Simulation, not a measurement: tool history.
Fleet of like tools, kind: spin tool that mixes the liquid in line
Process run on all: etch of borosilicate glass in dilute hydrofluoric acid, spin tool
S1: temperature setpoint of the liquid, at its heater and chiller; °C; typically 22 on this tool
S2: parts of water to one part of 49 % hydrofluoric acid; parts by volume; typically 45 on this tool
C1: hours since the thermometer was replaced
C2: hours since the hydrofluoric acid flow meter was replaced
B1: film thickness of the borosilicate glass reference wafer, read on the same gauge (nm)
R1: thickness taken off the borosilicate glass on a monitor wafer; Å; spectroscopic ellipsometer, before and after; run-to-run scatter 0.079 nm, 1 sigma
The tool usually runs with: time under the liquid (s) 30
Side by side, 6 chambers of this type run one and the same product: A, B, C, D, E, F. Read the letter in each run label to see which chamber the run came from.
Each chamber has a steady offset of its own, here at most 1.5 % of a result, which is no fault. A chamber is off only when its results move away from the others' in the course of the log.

{"hour": 5.7, "done": "chamber E: hydrofluoric acid flow meter replaced"}
{"run": "1D", "hour": 8.2, "S1": 22, "S2": 45, "time under the liquid (s)": 30, "C1": 167.8, "C2": 1478.8, "B1": 110, "R1": 116.39}
{"run": "2B", "hour": 20.2, "S1": 22, "S2": 45, "time under the liquid (s)": 30, "C1": 452, "C2": 1338.6, "B1": 110.02, "R1": 117.98}
{"run": "3F", "hour": 27.5, "S1": 22, "S2": 45, "time under the liquid (s)": 30, "C1": 430.7, "C2": 1176.4, "B1": 109.99, "R1": 117.64}
{"hour": 31.2, "done": "chamber A: hydrofluoric acid flow meter replaced"}
{"run": "4A", "hour": 41.9, "S1": 22, "S2": 45, "time under the liquid (s)": 30, "C1": 1057.6, "C2": 10.8, "B1": 110.02, "R1": 118.2}
{"run": "5E", "hour": 53.6, "S1": 22, "S2": 40, "time under the liquid (s)": 40, "C1": 1841.6, "C2": 47.9, "B1": 109.96, "R1": 175.13}
{"run": "6C", "hour": 67.6, "S1": 22, "S2": 40, "time under the liquid (s)": 40, "C1": 1444.3, "C2": 184.5, "B1": 109.98, "R1": 180.51}
{"hour": 78.1, "done": "chamber B: thermometer replaced"}
{"run": "7D", "hour": 79.8, "S1": 22, "S2": 40, "time under the liquid (s)": 40, "C1": 239.4, "C2": 1550.4, "B1": 109.97, "R1": 176.79}
{"run": "8E", "hour": 93.7, "S1": 22, "S2": 40, "time under the liquid (s)": 40, "C1": 1881.7, "C2": 88, "B1": 110.02, "R1": 175.53}
{"run": "9B", "hour": 107.6, "S1": 22, "S2": 40, "time under the liquid (s)": 40, "C1": 29.5, "C2": 1426, "B1": 109.99, "R1": 178.43}
{"run": "10F", "hour": 121.5, "S1": 22, "S2": 40, "time under the liquid (s)": 40, "C1": 524.7, "C2": 1270.4, "B1": 110.01, "R1": 177.01}
{"run": "11C", "hour": 133.1, "S1": 17.5, "S2": 55, "time under the liquid (s)": 30, "C1": 1509.8, "C2": 250, "B1": 109.99, "R1": 78.387}
{"hour": 133.3, "done": "chamber B: hydrofluoric acid flow meter replaced"}
{"run": "12A", "hour": 139.7, "S1": 17.5, "S2": 55, "time under the liquid (s)": 30, "C1": 1155.4, "C2": 108.6, "B1": 110.01, "R1": 79.716}
{"run": "13A", "hour": 147.8, "S1": 17.5, "S2": 55, "time under the liquid (s)": 30, "C1": 1163.5, "C2": 116.7, "B1": 110.04, "R1": 80.654}
{"run": "14D", "hour": 157.9, "S1": 17.5, "S2": 55, "time under the liquid (s)": 30, "C1": 317.5, "C2": 1628.5, "B1": 110.02, "R1": 78.206}
{"run": "15C", "hour": 172.0, "S1": 17.5, "S2": 55, "time under the liquid (s)": 30, "C1": 1548.7, "C2": 288.9, "B1": 110.02, "R1": 80.155}
{"run": "16B", "hour": 182.7, "S1": 17.5, "S2": 55, "time under the liquid (s)": 30, "C1": 104.6, "C2": 49.4, "B1": 110.03, "R1": 78.518}
{"run": "17E", "hour": 190.9, "S1": 22, "S2": 45, "time under the liquid (s)": 30, "C1": 1978.9, "C2": 185.2, "B1": 110.01, "R1": 117.5}
{"run": "18F", "hour": 202.6, "S1": 22, "S2": 45, "time under the liquid (s)": 30, "C1": 605.8, "C2": 1351.5, "B1": 110.04, "R1": 118.2}
{"run": "19F", "hour": 212.0, "S1": 18, "S2": 30, "time under the liquid (s)": 30, "C1": 615.2, "C2": 1360.9, "B1": 110.03, "R1": 152.28}
{"run": "20C", "hour": 221.7, "S1": 18, "S2": 30, "time under the liquid (s)": 30, "C1": 1598.4, "C2": 338.6, "B1": 110.03, "R1": 151.98}
{"run": "21E", "hour": 229.9, "S1": 18, "S2": 30, "time under the liquid (s)": 30, "C1": 2017.9, "C2": 224.2, "B1": 110, "R1": 148.73}
{"run": "22D", "hour": 242.3, "S1": 18, "S2": 30, "time under the liquid (s)": 30, "C1": 401.9, "C2": 1712.9, "B1": 109.99, "R1": 149.83}
{"run": "23A", "hour": 253.7, "S1": 18, "S2": 30, "time under the liquid (s)": 30, "C1": 1269.4, "C2": 222.6, "B1": 109.95, "R1": 151.17}
{"run": "24B", "hour": 262.4, "S1": 18, "S2": 30, "time under the liquid (s)": 30, "C1": 184.3, "C2": 129.1, "B1": 109.95, "R1": 153.59}
{"run": "25D", "hour": 272.8, "S1": 27, "S2": 45, "time under the liquid (s)": 50, "C1": 432.4, "C2": 1743.4, "B1": 110, "R1": 238.81}
{"run": "26F", "hour": 286.9, "S1": 27, "S2": 45, "time under the liquid (s)": 50, "C1": 690.1, "C2": 1435.8, "B1": 109.99, "R1": 243.31}
{"run": "27E", "hour": 297.9, "S1": 27, "S2": 45, "time under the liquid (s)": 50, "C1": 2085.9, "C2": 292.2, "B1": 110, "R1": 241.83}
{"hour": 298.5, "done": "chamber C: thermometer replaced"}
{"run": "28A", "hour": 305.2, "S1": 27, "S2": 45, "time under the liquid (s)": 50, "C1": 1320.9, "C2": 274.1, "B1": 110.03, "R1": 243.3}
{"run": "29C", "hour": 313.2, "S1": 27, "S2": 45, "time under the liquid (s)": 50, "C1": 14.8, "C2": 430.1, "B1": 110.04, "R1": 242.25}
{"run": "30B", "hour": 321.6, "S1": 27, "S2": 45, "time under the liquid (s)": 50, "C1": 243.5, "C2": 188.3, "B1": 110.01, "R1": 243.23}
{"run": "31F", "hour": 329.6, "S1": 22, "S2": 45, "time under the liquid (s)": 30, "C1": 732.8, "C2": 1478.5, "B1": 109.99, "R1": 117.93}
{"run": "32C", "hour": 341.5, "S1": 22, "S2": 45, "time under the liquid (s)": 20, "C1": 43.1, "C2": 458.4, "B1": 109.98, "R1": 78.676}
{"hour": 346.7, "done": "chamber C: hydrofluoric acid flow meter replaced"}
{"run": "33E", "hour": 351.1, "S1": 22, "S2": 45, "time under the liquid (s)": 20, "C1": 2139.1, "C2": 345.4, "B1": 110.04, "R1": 77.986}
{"run": "34D", "hour": 363.2, "S1": 22, "S2": 45, "time under the liquid (s)": 20, "C1": 522.8, "C2": 1833.8, "B1": 110, "R1": 78.768}
{"run": "35B", "hour": 373.8, "S1": 22, "S2": 45, "time under the liquid (s)": 20, "C1": 295.7, "C2": 240.5, "B1": 110.02, "R1": 79.212}
{"run": "36A", "hour": 386.2, "S1": 22, "S2": 45, "time under the liquid (s)": 20, "C1": 1401.9, "C2": 355.1, "B1": 110.02, "R1": 78.884}
{"run": "37C", "hour": 396.8, "S1": 22, "S2": 45, "time under the liquid (s)": 20, "C1": 98.4, "C2": 50.1, "B1": 110.03, "R1": 79.503}
{"hour": 400.4, "done": "chamber E: hydrofluoric acid flow meter replaced"}
{"run": "38F", "hour": 404.8, "S1": 22, "S2": 45, "time under the liquid (s)": 30, "C1": 808, "C2": 1553.7, "B1": 109.99, "R1": 118.62}
{"run": "39A", "hour": 414.3, "S1": 22, "S2": 45, "time under the liquid (s)": 30, "C1": 1430, "C2": 383.2, "B1": 109.98, "R1": 119.69}
{"run": "40B", "hour": 420.9, "S1": 19.5, "S2": 45, "time under the liquid (s)": 45, "C1": 342.8, "C2": 287.6, "B1": 110.04, "R1": 159.32}
{"run": "41E", "hour": 430.6, "S1": 19.5, "S2": 45, "time under the liquid (s)": 45, "C1": 2218.6, "C2": 30.3, "B1": 109.99, "R1": 156.45}

Is one chamber out of step, is the gauge drifting, or do the chambers differ by no more than their own small offsets? For an off chamber, give its letter and the likeliest cause.

No chamber stands off beyond its own small offset, and the gauge holds steady.
